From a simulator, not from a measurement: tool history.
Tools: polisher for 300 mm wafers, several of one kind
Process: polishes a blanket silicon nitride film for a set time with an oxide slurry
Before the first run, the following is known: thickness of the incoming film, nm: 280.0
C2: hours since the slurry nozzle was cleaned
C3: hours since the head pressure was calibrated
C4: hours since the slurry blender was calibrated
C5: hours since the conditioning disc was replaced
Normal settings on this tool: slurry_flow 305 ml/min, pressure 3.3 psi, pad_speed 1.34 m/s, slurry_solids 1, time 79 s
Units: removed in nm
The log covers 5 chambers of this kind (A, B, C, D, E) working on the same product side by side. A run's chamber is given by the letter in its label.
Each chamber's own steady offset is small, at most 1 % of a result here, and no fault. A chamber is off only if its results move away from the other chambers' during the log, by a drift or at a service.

At hour 4.2: chamber C: head pressure recalibrated.
At hour 4.8: chamber D: slurry blender recalibrated.
At hour 6.2: chamber D: slurry nozzle cleaned.
Run 1C, hour 7.8: usual settings; wafers polished on this pad 113; C2 247.8; C3 3.7; C4 171.7; C5 88.8. Result: removed 48.945 nm.
At hour 13.1: chamber A: worn pad replaced by a new one.
Run 2D, hour 14: usual settings; wafers polished on this pad 576; C2 7.9; C3 258.4; C4 9.2; C5 108.7. Result: removed 50.02 nm.
At hour 22.4: chamber E: worn pad replaced by a new one.
Run 3B, hour 24.4: usual settings; wafers polished on this pad 657; C2 374.3; C3 1033; C4 125.4; C5 198.2. Result: removed 49.256 nm.
Run 4A, hour 33: usual settings; wafers polished on this pad 178; C2 346.4; C3 661; C4 204.2; C5 107.7. Result: removed 50.017 nm.
At hour 37: chamber A: head pressure recalibrated.
At hour 37: chamber B: worn pad replaced by a new one.
Run 5E, hour 40.6: usual settings; wafers polished on this pad 162; C2 771.9; C3 210.8; C4 84.1; C5 441.5. Result: removed 48.802 nm.
Run 6E, hour 47.2: usual settings; wafers polished on this pad 221; C2 778.5; C3 217.4; C4 90.7; C5 448.1. Result: removed 48.584 nm.
At hour 48.8: chamber D: conditioning disc replaced and pad reconditioned.
Run 7A, hour 54.4: usual settings; wafers polished on this pad 369; C2 367.8; C3 17.5; C4 225.6; C5 129.1. Result: removed 49.252 nm.
Run 8D, hour 64.8: usual settings but pressure 2.4 psi, pad_speed 1.1 m/s; wafers polished on this pad 1030; C2 58.7; C3 309.2; C4 60; C5 16. Result: removed 30.707 nm.
At hour 65.5: chamber C: slurry nozzle cleaned.
Run 9C, hour 77.7: usual settings but pressure 2.4 psi, pad_speed 1.1 m/s; wafers polished on this pad 738; C2 12.3; C3 73.6; C4 241.6; C5 158.7. Result: removed 30.829 nm.
At hour 84: chamber C: worn pad replaced by a new one.
Run 10B, hour 85.6: usual settings but pressure 2.4 psi, pad_speed 1.1 m/s; wafers polished on this pad 434; C2 435.5; C3 1094.2; C4 186.6; C5 259.4. Result: removed 30.726 nm.
At hour 87.8: chamber A: worn pad replaced by a new one.
Run 11B, hour 92.6: usual settings but pressure 2.4 psi, pad_speed 1.1 m/s; wafers polished on this pad 497; C2 442.5; C3 1101.2; C4 193.6; C5 266.4. Result: removed 30.748 nm.
Run 12C, hour 100.5: usual settings but pressure 2.4 psi, pad_speed 1.1 m/s; wafers polished on this pad 147; C2 35.1; C3 96.4; C4 264.4; C5 181.5. Result: removed 30.416 nm.
At hour 103.9: chamber E: slurry blender recalibrated.
At hour 105: chamber E: conditioning disc replaced and pad reconditioned.
Run 13E, hour 108.6: usual settings; wafers polished on this pad 771; C2 839.9; C3 278.8; C4 4.8; C5 3.6. Result: removed 48.071 nm.
At hour 108.8: chamber B: worn pad replaced by a new one.
Run 14A, hour 120.4: usual settings; wafers polished on this pad 292; C2 433.8; C3 83.5; C4 291.6; C5 195.1. Result: removed 48.505 nm.
Run 15D, hour 127.3: usual settings; wafers polished on this pad 1590; C2 121.2; C3 371.7; C4 122.5; C5 78.5. Result: removed 48.457 nm.
At hour 139.9: chamber E: worn pad replaced by a new one.
Run 16D, hour 140.5: usual settings; wafers polished on this pad 1708; C2 134.4; C3 384.9; C4 135.7; C5 91.7. Result: removed 48.25 nm.
At hour 140.7: chamber A: conditioning disc replaced and pad reconditioned.
Run 17B, hour 147.8: usual settings; wafers polished on this pad 349; C2 497.7; C3 1156.4; C4 248.8; C5 321.6. Result: removed 48.648 nm.
Run 18E, hour 153.9: usual settings but time 53 s; wafers polished on this pad 125; C2 885.2; C3 324.1; C4 50.1; C5 48.9. Result: removed 32.232 nm.
At hour 160.6: chamber C: worn pad replaced by a new one.
Run 19C, hour 161.3: usual settings but time 53 s; wafers polished on this pad 6; C2 95.9; C3 157.2; C4 325.2; C5 242.3. Result: removed 33.404 nm.
Run 20A, hour 174.2: usual settings but time 53 s; wafers polished on this pad 773; C2 487.6; C3 137.3; C4 345.4; C5 33.6. Result: removed 33.215 nm.
At hour 176.2: chamber A: worn pad replaced by a new one.
At hour 176.6: chamber B: slurry blender recalibrated.
At hour 178: chamber C: slurry blender recalibrated.
At hour 179.3: chamber E: slurry nozzle cleaned.
Run 21C, hour 181.2: usual settings but time 53 s; wafers polished on this pad 184; C2 115.8; C3 177.1; C4 3.2; C5 262.2. Result: removed 33.165 nm.
At hour 187.8: chamber A: slurry nozzle cleaned.
Run 22D, hour 189.4: usual settings but time 53 s; wafers polished on this pad 2145; C2 183.3; C3 433.8; C4 184.6; C5 140.6. Result: removed 31.777 nm.
At hour 191.9: chamber D: conditioning disc replaced and pad reconditioned.
At hour 194.4: chamber B: worn pad replaced by a new one.
At hour 195.5: chamber D: slurry blender recalibrated.
Run 23E, hour 200.3: usual settings; wafers polished on this pad 540; C2 21; C3 370.5; C4 96.5; C5 95.3. Result: removed 49.302 nm.
At hour 202.9: chamber C: conditioning disc replaced and pad reconditioned.
Run 24A, hour 207.4: usual settings; wafers polished on this pad 279; C2 19.7; C3 170.5; C4 378.6; C5 66.8. Result: removed 48.771 nm.
Run 25B, hour 219.6: usual settings but pressure 2.9 psi, slurry_solids 0.9; wafers polished on this pad 226; C2 569.5; C3 1228.2; C4 43; C5 393.4. Result: removed 41.323 nm.
Run 26C, hour 230: usual settings but pressure 2.9 psi, slurry_solids 0.9; wafers polished on this pad 620; C2 164.6; C3 225.9; C4 52; C5 27.2. Result: removed 41.082 nm.
Run 27D, hour 237.9: usual settings but pressure 2.9 psi, slurry_solids 0.9; wafers polished on this pad 2579; C2 231.8; C3 482.3; C4 42.5; C5 46.1. Result: removed 38.569 nm.
Run 28E, hour 250.1: usual settings but pressure 2.9 psi, slurry_solids 0.9; wafers polished on this pad 985; C2 70.8; C3 420.3; C4 146.3; C5 145.1. Result: removed 40.805 nm.
At hour 257.7: chamber A: worn pad replaced by a new one.
Run 29B, hour 259.5: usual settings but pressure 2.9 psi, slurry_solids 0.9; wafers polished on this pad 583; C2 609.4; C3 1268.1; C4 82.9; C5 433.3. Result: removed 41.264 nm.
Run 30A, hour 270.8: usual settings; wafers polished on this pad 117; C2 83.1; C3 233.9; C4 442; C5 130.2. Result: removed 50.266 nm.

All 5 chambers run these settings next. Forecast each chamber's results:
Run 31A, hour 280.4: usual settings but time 97 s. Result: removed ?.
Run 31B, hour 280.4: usual settings but time 97 s. Result: removed ?.
Run 31C, hour 280.4: usual settings but time 97 s. Result: removed ?.
Run 31D, hour 280.4: usual settings but time 97 s. Result: removed ?.
Run 31E, hour 280.4: usual settings but time 97 s. Result: removed ?.

run  removed
31A   60.301
31B   60.304
31C   61.351
31D   55.354
31E   59.566
